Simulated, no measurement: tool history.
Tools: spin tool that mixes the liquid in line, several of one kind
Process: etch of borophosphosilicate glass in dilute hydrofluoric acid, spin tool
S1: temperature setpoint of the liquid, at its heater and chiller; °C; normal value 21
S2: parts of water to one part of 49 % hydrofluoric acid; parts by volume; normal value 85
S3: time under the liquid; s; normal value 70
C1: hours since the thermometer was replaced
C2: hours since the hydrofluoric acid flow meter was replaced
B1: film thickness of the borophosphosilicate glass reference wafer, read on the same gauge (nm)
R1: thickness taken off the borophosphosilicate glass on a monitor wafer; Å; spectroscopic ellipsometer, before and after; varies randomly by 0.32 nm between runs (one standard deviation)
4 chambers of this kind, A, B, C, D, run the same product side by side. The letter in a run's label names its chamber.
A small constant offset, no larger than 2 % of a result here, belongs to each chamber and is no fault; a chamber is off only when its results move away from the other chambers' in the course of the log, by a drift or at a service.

run,hour,S1,S2,S3,C1,C2,B1,R1
1D,13.4,21,85,70,1114.7,371.2,119.99,381.16
2B,25.4,21,85,70,1377.8,1738.1,120,374.21
3C,34.9,21,85,70,418.7,519.4,119.98,383.37
4A,44.9,21,85,70,747.3,83.5,119.96,375.91
# hour 56.8: chamber C: hydrofluoric acid flow meter replaced
5C,58.6,21,85,70,442.4,1.9,120.01,379.09
6D,72.8,21,85,70,1174.1,430.6,120,375.85
7B,80.3,21,85,70,1432.7,1793,119.97,378.33
8A,87.6,21,85,70,790,126.2,120.02,375.88
9A,101.1,21,85,70,803.5,139.7,120.03,373.97
10B,115.3,17.5,65,70,1467.7,1828,120.02,440.4
11D,123.1,17.5,65,70,1224.4,480.9,119.98,440.69
12C,130.5,17.5,65,70,514.3,73.8,120.01,433.64
13A,140.3,17.5,65,70,842.7,178.9,120,441.55
14C,149.2,21,85,70,533,92.5,120.03,376.83
15B,158.6,21,85,70,1511,1871.3,120.06,377.49
16D,171.6,21,85,70,1272.9,529.4,120.02,379.46
17B,184.9,21,85,70,1537.3,1897.6,120,375.01
18A,198.5,21,70,35,900.9,237.1,120,233.85
19C,213,21,70,35,596.8,156.3,120.04,230.66
20D,222.3,21,70,35,1323.6,580.1,119.95,236.67
21A,234.4,21,70,35,936.8,273,120.03,237.22
22B,245.9,21,85,70,1598.3,1958.6,120,379.95
23D,254.6,21,85,70,1355.9,612.4,119.97,378.91
24C,262.3,21,85,70,646.1,205.6,120.02,378.03
# hour 266.6: chamber B: hydrofluoric acid flow meter replaced
25D,272.4,21,85,70,1373.7,630.2,119.99,382.42
26C,282,21,85,70,665.8,225.3,119.99,375.78
27B,292.3,21,85,70,1644.7,25.7,120,374.53
28A,301,17.5,85,85,1003.4,339.6,120.03,402.02
29C,311.2,17.5,85,85,695,254.5,120.01,394.64
30A,318.2,17.5,85,85,1020.6,356.8,120.01,406.72
31B,328.5,17.5,85,85,1680.9,61.9,120.02,387.02
32D,336.9,21,85,70,1438.2,694.7,120,378.15
# hour 340.1: chamber B: thermometer replaced
33A,350.5,21,85,70,1052.9,389.1,120.03,388.38
34B,364.2,21,85,70,24.2,97.6,120,372.91
35D,374.5,17.5,55,70,1475.8,732.3,120.01,532.28
36C,384.4,17.5,55,70,768.2,327.7,119.99,521.37
37D,394.9,17.5,55,70,1496.2,752.7,119.99,523.18
38B,409.1,17.5,55,70,69.1,142.5,119.99,508.3
39C,420.6,21,85,70,804.4,363.9,120,380.88

Has any chamber moved away from the others, gradually or after a service, or does the common gauge drift, or do the chambers differ only by their own small steady offsets? State the chamber and the most likely cause if one applies.

It is chamber A that slowly wanders off from its peers.
Most likely cause: liquid hotter than its thermometer reads (K) = 1.24.
The log may not separate it from: hydrofluoric acid flow above the setpoint (%).

Here are 4 candidates for chamber A's next run, each the usual settings with a change, their results left as question marks. Which one brings its results back in line with what the others give on the usual settings?
Counts as in line when no further than this from what the other chambers average on the usual settings: R1 11 Å
40A-1,431.3,20.5,85,65,,,,?
40A-2,431.3,21.5,80,70,,,,?
40A-3,431.3,22,85,70,,,,?
40A-4,431.3,20,85,70,,,,?

Other chambers, usual settings, mean: R1 377.19 Å
run,R1
40A-1,357.22
40A-2,429.09
40A-3,409.18
40A-4,376.91
40A-4 brings the chamber back in line.
